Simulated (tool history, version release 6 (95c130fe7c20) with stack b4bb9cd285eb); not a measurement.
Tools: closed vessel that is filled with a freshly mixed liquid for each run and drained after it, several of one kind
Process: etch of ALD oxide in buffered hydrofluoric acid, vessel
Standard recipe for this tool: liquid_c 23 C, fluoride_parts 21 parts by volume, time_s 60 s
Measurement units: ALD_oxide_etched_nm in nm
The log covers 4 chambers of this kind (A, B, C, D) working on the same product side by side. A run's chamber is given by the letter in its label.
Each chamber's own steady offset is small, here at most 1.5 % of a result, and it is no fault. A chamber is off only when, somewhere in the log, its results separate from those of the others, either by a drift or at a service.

run	hour	liquid_c	fluoride_parts	time_s	read-back film thickness of the ALD oxide reference wafer, read on the same gauge (nm)	ALD_oxide_etched_nm
1C	9.4	23	21	60	39.997	34.458
2D	18.2	23	21	60	40.004	34.350
3B	26.7	23	21	60	40.010	34.647
4A	36.1	23	21	60	40.004	35.215
5A	46.3	23	21	60	40.020	35.139
6D	55.6	23	21	60	40.013	34.343
7C	61.1	23	21	60	39.967	34.585
8B	67.8	23	21	60	39.985	34.914
9D	73.6	23	21	60	39.992	34.391
10A	80.7	23	21	60	40.003	35.028
11B	86.5	23	21	60	39.994	34.938
12C	94.7	23	21	60	39.979	34.363
13A	102.1	23	21	60	39.996	35.267
14D	110.7	23	21	60	39.997	34.382
15C	121.1	23	21	60	39.995	34.808
16B	133.3	23	21	60	40.007	34.707
17A	139.1	23	21	60	40.009	34.623
18D	145.0	23	21	60	40.021	34.475
19C	152.1	23	21	60	40.010	34.399
# hour 154.0: chamber D: hydrofluoric acid flow meter replaced
20B	159.5	23	15	60	40.009	47.952
21C	169.8	23	15	60	39.996	47.562
22A	178.5	23	15	60	40.007	47.223
23B	187.5	23	15	60	40.008	47.887
24D	194.2	23	21	60	39.993	34.453
25D	201.7	25	21	60	39.993	38.568
26A	213.5	25	21	60	39.991	38.168
27B	225.2	25	21	60	39.976	38.743
28C	234.0	25	21	60	39.956	38.348
29B	240.9	23	21	60	40.012	34.854
30A	249.9	23	21	60	40.013	33.892
# hour 250.8: chamber C: hydrofluoric acid flow meter replaced
31C	258.2	23	21	60	39.998	34.473
32D	267.0	23	21	60	39.989	34.335
33D	275.1	23	21	60	39.993	34.543
34A	285.9	23	21	60	39.995	33.747
35B	297.8	23	21	40	39.992	23.117
36C	307.8	23	21	40	39.958	23.016
37A	317.4	23	21	40	39.992	22.261
38D	326.4	23	21	40	39.989	23.103
39B	338.4	23	21	60	40.005	35.010
40C	349.2	23	21	60	39.988	34.650

Each of the 4 chambers runs these same settings next. Fill in every chamber's results:
41A	358.3	23	21	60		?
41B	358.3	23	21	60		?
41C	358.3	23	21	60		?
41D	358.3	23	21	60		?

run	ALD_oxide_etched_nm
41A	33.431
41B	34.628
41C	34.744
41D	34.632
